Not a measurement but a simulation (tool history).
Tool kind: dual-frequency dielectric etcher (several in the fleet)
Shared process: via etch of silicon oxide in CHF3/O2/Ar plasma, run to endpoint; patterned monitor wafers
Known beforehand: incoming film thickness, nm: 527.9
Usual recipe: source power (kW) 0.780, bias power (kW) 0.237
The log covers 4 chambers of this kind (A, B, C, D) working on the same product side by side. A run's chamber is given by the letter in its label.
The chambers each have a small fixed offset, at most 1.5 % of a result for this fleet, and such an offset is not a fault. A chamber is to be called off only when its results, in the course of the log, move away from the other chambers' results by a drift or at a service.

run 1C hour=6.4 | source_power_(kW)=0.780 bias_power_(kW)=0.237 | endpoint_time_(s)=219.73
run 2A hour=9.8 | source_power_(kW)=0.780 bias_power_(kW)=0.237 | endpoint_time_(s)=221.46
run 3B hour=12.9 | source_power_(kW)=0.780 bias_power_(kW)=0.237 | endpoint_time_(s)=216.73
run 4D hour=17.8 | source_power_(kW)=0.780 bias_power_(kW)=0.237 | endpoint_time_(s)=219.84
-- hour=18.0 chamber A: wet clean of the chamber
run 5D hour=22.7 | source_power_(kW)=0.780 bias_power_(kW)=0.237 | endpoint_time_(s)=222.18
run 6B hour=26.8 | source_power_(kW)=0.780 bias_power_(kW)=0.237 | endpoint_time_(s)=218.41
run 7A hour=33.2 | source_power_(kW)=0.780 bias_power_(kW)=0.237 | endpoint_time_(s)=219.37
run 8C hour=36.3 | source_power_(kW)=0.780 bias_power_(kW)=0.237 | endpoint_time_(s)=217.32
run 9A hour=40.6 | source_power_(kW)=0.690 bias_power_(kW)=0.262 | endpoint_time_(s)=223.05
run 10B hour=47.4 | source_power_(kW)=0.690 bias_power_(kW)=0.262 | endpoint_time_(s)=222.66
run 11D hour=53.4 | source_power_(kW)=0.690 bias_power_(kW)=0.262 | endpoint_time_(s)=225.43
run 12C hour=59.2 | source_power_(kW)=0.690 bias_power_(kW)=0.262 | endpoint_time_(s)=220.67
run 13A hour=62.4 | source_power_(kW)=0.780 bias_power_(kW)=0.237 | endpoint_time_(s)=220.65
-- hour=66.1 chamber B: wet clean of the chamber
run 14C hour=67.2 | source_power_(kW)=0.780 bias_power_(kW)=0.237 | endpoint_time_(s)=219.00
run 15B hour=73.8 | source_power_(kW)=0.780 bias_power_(kW)=0.237 | endpoint_time_(s)=217.75
run 16D hour=79.5 | source_power_(kW)=0.780 bias_power_(kW)=0.237 | endpoint_time_(s)=220.47
run 17B hour=85.8 | source_power_(kW)=0.780 bias_power_(kW)=0.237 | endpoint_time_(s)=218.77
run 18A hour=92.7 | source_power_(kW)=0.780 bias_power_(kW)=0.289 | endpoint_time_(s)=206.92
run 19D hour=96.2 | source_power_(kW)=0.780 bias_power_(kW)=0.289 | endpoint_time_(s)=203.74
run 20C hour=99.9 | source_power_(kW)=0.780 bias_power_(kW)=0.289 | endpoint_time_(s)=201.90
run 21A hour=106.3 | source_power_(kW)=0.780 bias_power_(kW)=0.289 | endpoint_time_(s)=205.12
run 22B hour=109.7 | source_power_(kW)=0.780 bias_power_(kW)=0.237 | endpoint_time_(s)=216.92
run 23C hour=112.9 | source_power_(kW)=0.780 bias_power_(kW)=0.237 | endpoint_time_(s)=221.88
run 24D hour=119.0 | source_power_(kW)=0.780 bias_power_(kW)=0.237 | endpoint_time_(s)=219.00
run 25A hour=121.9 | source_power_(kW)=0.780 bias_power_(kW)=0.289 | endpoint_time_(s)=206.76
run 26C hour=128.5 | source_power_(kW)=0.780 bias_power_(kW)=0.289 | endpoint_time_(s)=205.63
run 27D hour=135.2 | source_power_(kW)=0.780 bias_power_(kW)=0.289 | endpoint_time_(s)=203.95
run 28B hour=138.3 | source_power_(kW)=0.780 bias_power_(kW)=0.289 | endpoint_time_(s)=203.29
run 29A hour=144.2 | source_power_(kW)=0.780 bias_power_(kW)=0.237 | endpoint_time_(s)=222.48
run 30B hour=149.1 | source_power_(kW)=0.920 bias_power_(kW)=0.237 | endpoint_time_(s)=205.88
run 31C hour=155.7 | source_power_(kW)=0.920 bias_power_(kW)=0.237 | endpoint_time_(s)=205.61
run 32D hour=159.3 | source_power_(kW)=0.920 bias_power_(kW)=0.237 | endpoint_time_(s)=203.65

For the next run the whole fleet of 4 chambers uses the same settings. Give each chamber's results:
run 33A hour=164.2 | source_power_(kW)=0.910 bias_power_(kW)=0.237 | endpoint_time_(s)=?
run 33B hour=164.2 | source_power_(kW)=0.910 bias_power_(kW)=0.237 | endpoint_time_(s)=?
run 33C hour=164.2 | source_power_(kW)=0.910 bias_power_(kW)=0.237 | endpoint_time_(s)=?
run 33D hour=164.2 | source_power_(kW)=0.910 bias_power_(kW)=0.237 | endpoint_time_(s)=?

run=33A endpoint_time_(s)=211.05
run=33B endpoint_time_(s)=207.00
run=33C endpoint_time_(s)=208.68
run=33D endpoint_time_(s)=206.74
